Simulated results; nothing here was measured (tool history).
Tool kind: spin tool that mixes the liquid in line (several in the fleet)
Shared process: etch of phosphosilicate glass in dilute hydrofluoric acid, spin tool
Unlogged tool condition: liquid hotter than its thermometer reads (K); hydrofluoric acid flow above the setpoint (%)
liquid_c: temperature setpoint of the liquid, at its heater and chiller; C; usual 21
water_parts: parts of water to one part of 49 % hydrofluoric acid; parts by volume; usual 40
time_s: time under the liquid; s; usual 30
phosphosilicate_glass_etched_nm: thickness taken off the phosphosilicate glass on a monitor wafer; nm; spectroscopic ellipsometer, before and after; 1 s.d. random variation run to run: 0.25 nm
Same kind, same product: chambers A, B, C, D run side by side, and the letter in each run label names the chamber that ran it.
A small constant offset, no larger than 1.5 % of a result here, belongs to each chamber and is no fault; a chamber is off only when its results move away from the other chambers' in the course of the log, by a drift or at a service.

run,day,liquid_c,water_parts,time_s,hours since the thermometer was replaced,hours since the hydrofluoric acid flow meter was replaced,"read-back film thickness of the phosphosilicate glass reference wafer, read on the same gauge (nm)",phosphosilicate_glass_etched_nm
1A,0.358,21,40,30,773,110.9,149.99,42.744
# day 0.492: chamber A: thermometer replaced
2B,0.667,21,40,30,41.7,381.8,149.98,42.698
3C,0.892,21,40,30,700.1,1231.5,149.99,43.411
4D,1.175,21,40,30,811.9,246.9,149.98,43.064
5D,1.442,21,40,30,818.3,253.3,149.99,43.549
6C,1.783,21,40,30,721.5,1252.9,150.06,43.045
7A,2.112,21,40,30,38.9,153,149.93,42.625
8B,2.467,21,40,30,84.9,425,149.97,42.835
9C,2.729,21,40,30,744.2,1275.6,149.98,42.984
10B,2.925,17.5,55,30,95.9,436,150.02,26.369
11D,3.238,17.5,55,30,861.4,296.4,150.02,26.831
12A,3.479,17.5,55,30,71.7,185.8,149.99,25.935
13D,3.712,17.5,55,30,872.8,307.8,150.02,27.095
14B,4.079,21,40,30,123.6,463.7,149.98,42.425
15C,4.379,21,40,30,783.8,1315.2,149.99,42.854
16A,4.675,21,40,30,100.4,214.5,149.99,42.423
17D,4.962,21,40,30,902.8,337.8,149.99,44.189
18C,5.246,21,40,30,804.6,1336,149.99,42.908
19A,5.462,21,40,30,119.3,233.4,149.96,42.424
20B,5.758,21,40,30,163.9,504,150.01,42.616
21A,6.042,21,40,30,133.2,247.3,149.96,42.864
22B,6.275,21,40,30,176.3,516.4,150,42.439
23C,6.438,21,40,30,833.2,1364.6,149.98,43.499
24D,6.629,21,40,30,942.8,377.8,150,44.975
# day 6.838: chamber B: hydrofluoric acid flow meter replaced
25B,6.842,21,40,30,189.9,0.1,150.03,42.807
26D,7.133,21,40,30,954.9,389.9,150,44.913
# day 7.221: chamber C: hydrofluoric acid flow meter replaced
27A,7.317,21,40,30,163.8,277.9,150.01,42.405
28C,7.542,21,40,30,859.7,7.8,150.03,43.255
29C,7.888,21,40,30,868,16.1,150.01,43.526

What goes on in this fleet: one chamber off, a drifting gauge, or nothing beyond the chambers' own small offsets? Name the chamber and the cause, if any.

One chamber, D, drifts off from the rest bit by bit.
Most likely cause: hydrofluoric acid flow above the setpoint (%) = 5.29.
It could be hard to tell apart here from: liquid hotter than its thermometer reads (K).

Chamber D could run next with any of the 4 candidate recipes listed below; each alters the usual settings, and their results appear as question marks. Which one brings its results back in line with what the other chambers deliver on the usual settings?
To be in line, a result may differ from the other chambers' mean on the usual settings by at most: phosphosilicate_glass_etched_nm 0.86 nm
30D-1,8.146,19.5,40,30,,,,?
30D-2,8.146,18,40,30,,,,?
30D-3,8.146,22.5,40,30,,,,?
30D-4,8.146,24,40,30,,,,?

Other chambers, usual settings, mean: phosphosilicate_glass_etched_nm 42.788 nm
run,phosphosilicate_glass_etched_nm
30D-1,42.73
30D-2,39.993
30D-3,48.626
30D-4,51.836
The answer is 30D-1, which returns the chamber to within the allowed miss of the others.

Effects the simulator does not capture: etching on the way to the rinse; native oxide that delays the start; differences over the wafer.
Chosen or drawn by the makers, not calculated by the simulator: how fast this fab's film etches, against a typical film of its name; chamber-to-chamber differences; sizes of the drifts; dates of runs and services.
